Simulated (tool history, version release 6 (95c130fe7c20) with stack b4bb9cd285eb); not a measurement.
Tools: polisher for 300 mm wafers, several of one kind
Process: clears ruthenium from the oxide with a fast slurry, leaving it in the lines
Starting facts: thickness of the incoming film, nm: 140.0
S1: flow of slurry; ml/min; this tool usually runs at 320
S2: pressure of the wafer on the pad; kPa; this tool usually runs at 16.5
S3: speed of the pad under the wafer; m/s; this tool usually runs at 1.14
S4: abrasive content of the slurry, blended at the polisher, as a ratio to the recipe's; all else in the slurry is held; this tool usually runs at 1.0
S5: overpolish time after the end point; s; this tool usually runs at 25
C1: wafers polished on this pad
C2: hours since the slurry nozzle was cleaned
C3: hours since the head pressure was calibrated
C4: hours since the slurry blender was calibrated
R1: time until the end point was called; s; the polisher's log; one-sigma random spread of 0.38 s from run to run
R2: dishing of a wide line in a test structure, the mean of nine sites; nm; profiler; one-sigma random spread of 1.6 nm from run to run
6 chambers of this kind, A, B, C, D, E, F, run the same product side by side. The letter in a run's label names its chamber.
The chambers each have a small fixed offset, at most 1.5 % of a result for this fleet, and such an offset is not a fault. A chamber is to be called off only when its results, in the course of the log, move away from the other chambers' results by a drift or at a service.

{"run": "1C", "hour": 2.6, "S1": 320, "S2": 16.5, "S3": 1.14, "S4": 1.0, "S5": 25, "C1": 738, "C2": 135.0, "C3": 14.2, "C4": 280.3, "R1": 32.391, "R2": 81.66}
{"hour": 4.4, "done": "chamber B: worn pad replaced by a new one"}
{"run": "2B", "hour": 6.1, "S1": 320, "S2": 16.5, "S3": 1.14, "S4": 1.0, "S5": 25, "C1": 12, "C2": 443.0, "C3": 275.2, "C4": 50.2, "R1": 32.652, "R2": 82.302}
{"run": "3F", "hour": 9.0, "S1": 320, "S2": 16.5, "S3": 1.14, "S4": 1.0, "S5": 25, "C1": 672, "C2": 106.6, "C3": 239.2, "C4": 157.0, "R1": 32.079, "R2": 86.217}
{"run": "4A", "hour": 13.2, "S1": 320, "S2": 16.5, "S3": 1.14, "S4": 1.0, "S5": 25, "C1": 526, "C2": 439.4, "C3": 119.4, "C4": 189.4, "R1": 32.21, "R2": 84.902}
{"run": "5E", "hour": 17.2, "S1": 320, "S2": 16.5, "S3": 1.14, "S4": 1.0, "S5": 25, "C1": 1079, "C2": 162.4, "C3": 274.1, "C4": 138.2, "R1": 31.813, "R2": 83.238}
{"hour": 17.5, "done": "chamber A: slurry blender recalibrated"}
{"run": "6D", "hour": 21.3, "S1": 320, "S2": 16.5, "S3": 1.14, "S4": 1.0, "S5": 25, "C1": 756, "C2": 468.7, "C3": 577.2, "C4": 227.3, "R1": 31.763, "R2": 83.955}
{"run": "7F", "hour": 25.1, "S1": 320, "S2": 16.5, "S3": 1.14, "S4": 1.0, "S5": 25, "C1": 787, "C2": 122.7, "C3": 255.3, "C4": 173.1, "R1": 32.056, "R2": 86.997}
{"run": "8E", "hour": 27.5, "S1": 320, "S2": 16.5, "S3": 1.14, "S4": 1.0, "S5": 25, "C1": 1152, "C2": 172.7, "C3": 284.4, "C4": 148.5, "R1": 32.288, "R2": 85.458}
{"run": "9A", "hour": 31.6, "S1": 320, "S2": 16.5, "S3": 1.14, "S4": 1.0, "S5": 25, "C1": 657, "C2": 457.8, "C3": 137.8, "C4": 14.2, "R1": 32.626, "R2": 82.634}
{"hour": 33.8, "done": "chamber E: worn pad replaced by a new one"}
{"run": "10B", "hour": 36.6, "S1": 320, "S2": 16.5, "S3": 1.14, "S4": 1.0, "S5": 25, "C1": 229, "C2": 473.5, "C3": 305.7, "C4": 80.7, "R1": 32.443, "R2": 85.139}
{"run": "11C", "hour": 40.3, "S1": 320, "S2": 16.5, "S3": 1.14, "S4": 1.0, "S5": 25, "C1": 1006, "C2": 172.7, "C3": 51.9, "C4": 318.0, "R1": 31.992, "R2": 82.667}
{"hour": 43.0, "done": "chamber D: worn pad replaced by a new one"}
{"run": "12D", "hour": 45.2, "S1": 320, "S2": 16.5, "S3": 1.14, "S4": 1.0, "S5": 25, "C1": 16, "C2": 492.6, "C3": 601.1, "C4": 251.2, "R1": 31.319, "R2": 84.615}
{"run": "13B", "hour": 50.2, "S1": 320, "S2": 16.5, "S3": 1.14, "S4": 1.0, "S5": 25, "C1": 326, "C2": 487.1, "C3": 319.3, "C4": 94.3, "R1": 31.844, "R2": 80.933}
{"hour": 52.6, "done": "chamber F: worn pad replaced by a new one"}
{"hour": 54.1, "done": "chamber D: slurry blender recalibrated"}
{"run": "14F", "hour": 54.2, "S1": 320, "S2": 16.5, "S3": 1.14, "S4": 1.0, "S5": 25, "C1": 11, "C2": 151.8, "C3": 284.4, "C4": 202.2, "R1": 31.862, "R2": 84.063}
{"run": "15A", "hour": 56.6, "S1": 320, "S2": 16.5, "S3": 1.14, "S4": 1.0, "S5": 25, "C1": 835, "C2": 482.8, "C3": 162.8, "C4": 39.2, "R1": 32.503, "R2": 85.72}
{"run": "16E", "hour": 59.9, "S1": 320, "S2": 16.5, "S3": 0.84, "S4": 1.0, "S5": 35, "C1": 185, "C2": 205.1, "C3": 316.8, "C4": 180.9, "R1": 43.544, "R2": 87.07}
{"run": "17C", "hour": 62.9, "S1": 320, "S2": 16.5, "S3": 0.84, "S4": 1.0, "S5": 35, "C1": 1167, "C2": 195.3, "C3": 74.5, "C4": 340.6, "R1": 43.919, "R2": 84.572}
{"run": "18D", "hour": 66.5, "S1": 320, "S2": 16.5, "S3": 0.84, "S4": 1.0, "S5": 35, "C1": 167, "C2": 513.9, "C3": 622.4, "C4": 12.5, "R1": 43.591, "R2": 85.13}
{"run": "19E", "hour": 71.5, "S1": 320, "S2": 16.5, "S3": 0.84, "S4": 1.0, "S5": 35, "C1": 268, "C2": 216.7, "C3": 328.4, "C4": 192.5, "R1": 42.832, "R2": 86.488}
{"run": "20C", "hour": 76.5, "S1": 320, "S2": 16.5, "S3": 0.84, "S4": 1.0, "S5": 35, "C1": 1264, "C2": 208.9, "C3": 88.1, "C4": 354.2, "R1": 44.196, "R2": 86.29}
{"run": "21B", "hour": 80.9, "S1": 320, "S2": 16.5, "S3": 0.84, "S4": 1.0, "S5": 35, "C1": 544, "C2": 517.8, "C3": 350.0, "C4": 125.0, "R1": 43.096, "R2": 86.344}
{"run": "22D", "hour": 83.6, "S1": 320, "S2": 16.5, "S3": 1.14, "S4": 1.0, "S5": 25, "C1": 289, "C2": 531.0, "C3": 639.5, "C4": 29.6, "R1": 32.174, "R2": 87.577}
{"run": "23F", "hour": 87.3, "S1": 320, "S2": 16.5, "S3": 1.14, "S4": 1.0, "S5": 25, "C1": 247, "C2": 184.9, "C3": 317.5, "C4": 235.3, "R1": 33.123, "R2": 78.717}
{"run": "24A", "hour": 92.3, "S1": 320, "S2": 18.6, "S3": 1.14, "S4": 1.0, "S5": 25, "C1": 1089, "C2": 518.5, "C3": 198.5, "C4": 74.9, "R1": 28.523, "R2": 90.503}
{"hour": 93.9, "done": "chamber B: worn pad replaced by a new one"}
{"run": "25D", "hour": 96.6, "S1": 320, "S2": 18.6, "S3": 1.14, "S4": 1.0, "S5": 25, "C1": 382, "C2": 544.0, "C3": 652.5, "C4": 42.6, "R1": 28.496, "R2": 92.201}
{"run": "26C", "hour": 100.9, "S1": 320, "S2": 18.6, "S3": 1.14, "S4": 1.0, "S5": 25, "C1": 1438, "C2": 233.3, "C3": 112.5, "C4": 378.6, "R1": 29.249, "R2": 91.218}
{"run": "27E", "hour": 103.8, "S1": 320, "S2": 18.6, "S3": 1.14, "S4": 1.0, "S5": 25, "C1": 498, "C2": 249.0, "C3": 360.7, "C4": 224.8, "R1": 28.16, "R2": 90.741}
{"run": "28A", "hour": 106.6, "S1": 320, "S2": 18.6, "S3": 1.14, "S4": 1.0, "S5": 25, "C1": 1191, "C2": 532.8, "C3": 212.8, "C4": 89.2, "R1": 29.32, "R2": 94.388}
{"run": "29B", "hour": 110.6, "S1": 320, "S2": 18.6, "S3": 1.14, "S4": 1.0, "S5": 25, "C1": 119, "C2": 547.5, "C3": 379.7, "C4": 154.7, "R1": 28.748, "R2": 92.268}
{"hour": 114.5, "done": "chamber C: worn pad replaced by a new one"}
{"run": "30F", "hour": 114.6, "S1": 320, "S2": 16.5, "S3": 1.14, "S4": 1.0, "S5": 25, "C1": 441, "C2": 212.2, "C3": 344.8, "C4": 262.6, "R1": 33.533, "R2": 81.85}
{"run": "31B", "hour": 117.8, "S1": 320, "S2": 16.5, "S3": 1.14, "S4": 1.0, "S5": 25, "C1": 170, "C2": 554.7, "C3": 386.9, "C4": 161.9, "R1": 32.241, "R2": 84.962}
{"run": "32A", "hour": 122.1, "S1": 320, "S2": 16.5, "S3": 1.14, "S4": 1.0, "S5": 25, "C1": 1302, "C2": 548.3, "C3": 228.3, "C4": 104.7, "R1": 31.82, "R2": 82.29}
{"hour": 123.2, "done": "chamber B: slurry blender recalibrated"}
{"hour": 124.9, "done": "chamber C: slurry blender recalibrated"}
{"run": "33F", "hour": 125.7, "S1": 320, "S2": 16.5, "S3": 1.14, "S4": 1.2, "S5": 16, "C1": 520, "C2": 223.3, "C3": 355.9, "C4": 273.7, "R1": 32.216, "R2": 58.874}
{"run": "34C", "hour": 130.8, "S1": 320, "S2": 16.5, "S3": 1.14, "S4": 1.2, "S5": 16, "C1": 116, "C2": 263.2, "C3": 142.4, "C4": 6.0, "R1": 30.321, "R2": 60.042}
{"run": "35E", "hour": 135.1, "S1": 320, "S2": 16.5, "S3": 1.14, "S4": 1.2, "S5": 16, "C1": 721, "C2": 280.3, "C3": 392.0, "C4": 256.1, "R1": 29.479, "R2": 61.454}
{"run": "36D", "hour": 139.4, "S1": 320, "S2": 16.5, "S3": 1.14, "S4": 1.2, "S5": 16, "C1": 687, "C2": 586.8, "C3": 695.3, "C4": 85.4, "R1": 29.632, "R2": 60.327}
{"hour": 143.2, "done": "chamber A: worn pad replaced by a new one"}
{"run": "37D", "hour": 143.5, "S1": 320, "S2": 16.5, "S3": 1.14, "S4": 1.2, "S5": 16, "C1": 716, "C2": 590.9, "C3": 699.4, "C4": 89.5, "R1": 29.827, "R2": 62.528}
{"run": "38B", "hour": 145.8, "S1": 320, "S2": 16.5, "S3": 1.14, "S4": 1.2, "S5": 16, "C1": 370, "C2": 582.7, "C3": 414.9, "C4": 22.7, "R1": 30.045, "R2": 59.438}
{"run": "39C", "hour": 149.3, "S1": 320, "S2": 16.5, "S3": 1.14, "S4": 1.0, "S5": 25, "C1": 248, "C2": 281.7, "C3": 160.9, "C4": 24.5, "R1": 32.407, "R2": 82.851}
{"run": "40F", "hour": 152.4, "S1": 320, "S2": 16.5, "S3": 1.14, "S4": 1.0, "S5": 25, "C1": 711, "C2": 250.0, "C3": 382.6, "C4": 300.4, "R1": 36.081, "R2": 76.912}
{"run": "41E", "hour": 156.6, "S1": 320, "S2": 16.5, "S3": 1.14, "S4": 1.0, "S5": 25, "C1": 874, "C2": 301.8, "C3": 413.5, "C4": 277.6, "R1": 32.644, "R2": 82.306}
{"run": "42A", "hour": 159.5, "S1": 320, "S2": 16.5, "S3": 1.14, "S4": 1.0, "S5": 25, "C1": 116, "C2": 585.7, "C3": 265.7, "C4": 142.1, "R1": 32.392, "R2": 84.228}
{"run": "43F", "hour": 163.0, "S1": 320, "S2": 16.5, "S3": 1.14, "S4": 1.0, "S5": 25, "C1": 786, "C2": 260.6, "C3": 393.2, "C4": 311.0, "R1": 36.892, "R2": 75.72}

Decide between three cases: one chamber stands off from its peers, the gauge reading all wafers drifts, or nothing is wrong past each chamber's small offset. Where a chamber is off, say which and what most likely put it there.

One chamber, F, drifts off from the rest bit by bit.
Likeliest cause: abrasive missing from the slurry, % = 26.9.
Not necessarily distinguishable in this log from: removal rate lost through wear of the pad, %; head's pressure below its setpoint, %.

Chamber F could run next with any of the 4 candidate recipes listed below; each alters the usual settings, and their results appear as question marks. Which one brings its results back in line with what the other chambers deliver on the usual settings?
Counts as in line when no further than this from what the other chambers average on the usual settings: R1 1.400 s; R2 5.500 nm
{"run": "44F-1", "hour": 166.7, "S1": 320, "S2": 17.2, "S3": 1.16, "S4": 1.0, "S5": 25, "R1": "?", "R2": "?"}
{"run": "44F-2", "hour": 166.7, "S1": 320, "S2": 15.9, "S3": 1.12, "S4": 1.0, "S5": 25, "R1": "?", "R2": "?"}
{"run": "44F-3", "hour": 166.7, "S1": 320, "S2": 17.2, "S3": 1.22, "S4": 1.05, "S5": 25, "R1": "?", "R2": "?"}
{"run": "44F-4", "hour": 166.7, "S1": 320, "S2": 15.9, "S3": 1.06, "S4": 0.95, "S5": 25, "R1": "?", "R2": "?"}

The other chambers' mean on the usual settings: R1 32.169 s; R2 83.668 nm
run=44F-1 R1=35.153 R2=78.630
run=44F-2 R1=39.645 R2=70.914
run=44F-3 R1=32.560 R2=83.890
run=44F-4 R1=43.089 R2=65.945
The right change is 44F-3: it brings the chamber back within the allowed miss of the others.
